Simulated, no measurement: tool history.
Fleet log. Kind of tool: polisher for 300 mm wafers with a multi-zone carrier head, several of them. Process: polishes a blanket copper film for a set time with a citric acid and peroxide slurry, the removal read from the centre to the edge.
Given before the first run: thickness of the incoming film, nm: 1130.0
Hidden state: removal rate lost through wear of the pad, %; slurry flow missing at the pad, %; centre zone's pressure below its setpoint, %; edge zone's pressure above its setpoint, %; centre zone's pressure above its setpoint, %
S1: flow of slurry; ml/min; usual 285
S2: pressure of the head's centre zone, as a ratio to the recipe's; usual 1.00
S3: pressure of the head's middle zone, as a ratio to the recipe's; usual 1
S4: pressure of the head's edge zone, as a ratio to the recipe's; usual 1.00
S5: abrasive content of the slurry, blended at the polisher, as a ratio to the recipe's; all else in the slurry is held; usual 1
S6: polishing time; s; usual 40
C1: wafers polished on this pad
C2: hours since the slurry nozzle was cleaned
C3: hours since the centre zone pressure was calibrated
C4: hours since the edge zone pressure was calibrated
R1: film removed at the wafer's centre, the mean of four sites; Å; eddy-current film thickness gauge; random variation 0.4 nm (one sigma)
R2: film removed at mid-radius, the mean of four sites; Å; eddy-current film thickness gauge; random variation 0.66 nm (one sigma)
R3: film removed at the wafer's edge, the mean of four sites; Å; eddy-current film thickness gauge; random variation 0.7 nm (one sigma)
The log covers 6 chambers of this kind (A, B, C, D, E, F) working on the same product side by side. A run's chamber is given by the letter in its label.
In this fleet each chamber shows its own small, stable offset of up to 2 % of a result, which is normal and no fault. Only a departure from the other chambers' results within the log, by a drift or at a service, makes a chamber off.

run   hour   S1    S2  S3    S4  S5  S6    C1     C2      C3      C4      R1      R2      R3
 1A   12.3  285  1.00   1  1.00   1  40   718  184.8   917.6   611.5  559.46  544.03  554.27
      17.9  -- chamber D: worn pad replaced by a new one
 2F   20.3  285  1.00   1  1.00   1  40   454  519.9   160.2    40.7  564.34  550.35  552.36
      30.6  -- chamber A: worn pad replaced by a new one
 3E   32.5  285  1.00   1  1.00   1  40  1125  225.1   543.9   881.4  554.31  554.47  552.75
 4C   43.5  285  1.00   1  1.00   1  40  1151  453.0   207.1   388.6  538.10  545.76  550.70
      45.2  -- chamber C: worn pad replaced by a new one
      45.2  -- chamber E: worn pad replaced by a new one
 5D   48.9  285  1.00   1  1.00   1  40   399  617.5   306.5   538.5  558.24  546.99  551.30
      49.1  -- chamber B: worn pad replaced by a new one
      56.5  -- chamber E: slurry nozzle cleaned
 6B   57.9  285  0.89   1  1.00   1  28   114  359.6   214.1   419.2  343.72  390.87  399.65
      60.5  -- chamber F: worn pad replaced by a new one
 7D   65.1  285  0.89   1  1.00   1  28   608  633.7   322.7   554.7  342.83  389.11  392.81
 8C   71.8  285  0.89   1  1.00   1  28   343  481.3   235.4   416.9  332.65  394.55  387.43
 9B   77.3  285  0.89   1  1.00   1  28   364  379.0   233.5   438.6  342.28  391.51  390.79
10E   87.5  285  0.89   1  1.00   1  28   545   31.0   598.9   936.4  343.04  394.77  389.34
      91.6  -- chamber A: worn pad replaced by a new one
11A   97.5  285  0.89   1  1.00   1  28    76  270.0  1002.8   696.7  341.54  386.53  387.89
12F  102.9  285  1.00   1  1.00   1  40   546  602.5   242.8   123.3  561.49  543.12  560.22
     103.5  -- chamber D: worn pad replaced by a new one
13B  112.6  285  1.00   1  1.00   1  40   819  414.3   268.8   473.9  558.85  555.31  570.72
14F  119.0  285  1.00   1  1.00   1  40   754  618.6   258.9   139.4  555.38  551.02  547.15
     126.2  -- chamber F: worn pad replaced by a new one
15C  130.8  285  1.00   1  1.00   1  40  1103  540.3   294.4   475.9  548.00  551.19  546.93
     134.8  -- chamber C: worn pad replaced by a new one
16D  140.9  285  1.00   1  1.00   1  40   482  709.5   398.5   630.5  565.10  554.82  562.38
     141.8  -- chamber E: worn pad replaced by a new one
     145.4  -- chamber A: centre zone pressure recalibrated
17E  146.3  285  1.00   1  1.00   1  40    58   89.8   657.7   995.2  555.80  551.53  567.93
     149.6  -- chamber B: worn pad replaced by a new one
18A  157.4  285  1.00   1  1.00   1  40   848  329.9    12.0   756.6  557.12  553.68  557.35
     163.4  -- chamber A: edge zone pressure recalibrated
19A  163.8  285  1.00   1  1.00   1  40   930  336.3    18.4     0.4  561.53  546.08  557.08
     164.2  -- chamber A: worn pad replaced by a new one
20E  169.4  285  1.00   1  1.00   1  40   356  112.9   680.8  1018.3  553.85  553.90  541.91
21C  175.1  285  1.00   1  1.00   1  40   520  584.6   338.7   520.2  547.43  544.68  553.84
22F  181.1  285  1.00   1  1.00   1  40   707  680.7   321.0   201.5  553.22  551.01  568.44
     187.1  -- chamber B: centre zone pressure recalibrated
     189.8  -- chamber F: worn pad replaced by a new one
23B  190.8  285  1.00   1  1.00   1  40   531  492.5     3.7   552.1  553.03  548.77  578.05
     195.9  -- chamber D: worn pad replaced by a new one
24D  203.1  285  1.00   1  1.00   1  40    93  771.7   460.7   692.7  558.37  543.07  550.92
25F  210.8  285  1.00   1  1.00   1  40   270  710.4   350.7   231.2  557.22  551.86  545.82
26D  216.9  285  1.00   1  1.00   1  40   271  785.5   474.5   706.5  555.92  565.83  553.41
     218.2  -- chamber C: worn pad replaced by a new one
     226.5  -- chamber A: slurry nozzle cleaned
27E  226.7  285  1.00   1  1.00   1  40  1094  170.2   738.1  1075.6  549.66  558.80  554.02
     231.1  -- chamber A: worn pad replaced by a new one
28C  232.4  285  1.00   1  1.00   1  40   183  641.9   396.0   577.5  545.40  554.68  548.97
     236.8  -- chamber D: slurry nozzle cleaned
29B  241.5  285  1.00   1  1.00   1  40  1185  543.2    54.4   602.8  549.62  551.06  560.36
     242.1  -- chamber E: worn pad replaced by a new one
     242.1  -- chamber B: worn pad replaced by a new one
30A  247.6  285  1.00   1  1.00   1  40   212   21.2   102.2    84.2  561.16  555.22  558.11
31F  253.3  285  1.00   1  1.00   1  40   818  752.9   393.2   273.7  556.73  551.26  563.01
     254.2  -- chamber F: worn pad replaced by a new one
32C  261.1  285  1.00   1  1.00   1  40   552  670.6   424.7   606.2  547.22  538.67  541.71
     262.3  -- chamber F: centre zone pressure recalibrated
     265.3  -- chamber E: centre zone pressure recalibrated
33D  269.8  245  1.00   1  1.05   1  40   952   33.0   527.4   759.4  548.35  550.18  564.75
     277.5  -- chamber C: centre zone pressure recalibrated
34A  280.5  245  1.00   1  1.05   1  40   636   54.1   135.1   117.1  545.86  540.54  565.85
35E  288.5  245  1.00   1  1.05   1  40   597  232.0    23.2  1137.4  537.16  543.99  569.59
36B  298.0  245  1.00   1  1.05   1  40   721  599.7   110.9   659.3  540.47  547.26  559.38
     298.2  -- chamber C: worn pad replaced by a new one
     305.4  -- chamber A: worn pad replaced by a new one
     308.7  -- chamber E: slurry nozzle cleaned
37B  308.8  245  1.00   1  1.05   1  40   860  610.5   121.7   670.1  544.43  548.42  574.13
38A  317.6  245  1.00   1  1.05   1  40   158   91.2   172.2   154.2  549.39  552.22  560.84
39E  324.9  285  1.00   1  1.00   1  40  1066   16.2    59.6  1173.8  552.19  553.06  558.05
     331.4  -- chamber F: worn pad replaced by a new one
40C  333.7  285  1.00   1  1.00   1  40   457  743.2    56.2   678.8  544.24  548.64  549.06
41F  340.7  285  1.00   1  1.00   1  40   120  840.3    78.4   361.1  555.64  538.08  537.85

For the next run the whole fleet of 6 chambers uses the same settings. Give each chamber's results:
42A  349.6  285  1.00   1  1.00   1  40                   ?   ?   ?
42B  349.6  285  1.00   1  1.00   1  40                   ?   ?   ?
42C  349.6  285  1.00   1  1.00   1  40                   ?   ?   ?
42D  349.6  285  1.00   1  1.00   1  40                   ?   ?   ?
42E  349.6  285  1.00   1  1.00   1  40                   ?   ?   ?
42F  349.6  285  1.00   1  1.00   1  40                   ?   ?   ?

run      R1      R2      R3
42A  560.26  550.54  572.06
42B  547.92  560.41  559.44
42C  543.32  557.01  552.70
42D  556.34  555.49  546.05
42E  550.76  557.34  547.08
42F  560.64  536.45  551.35
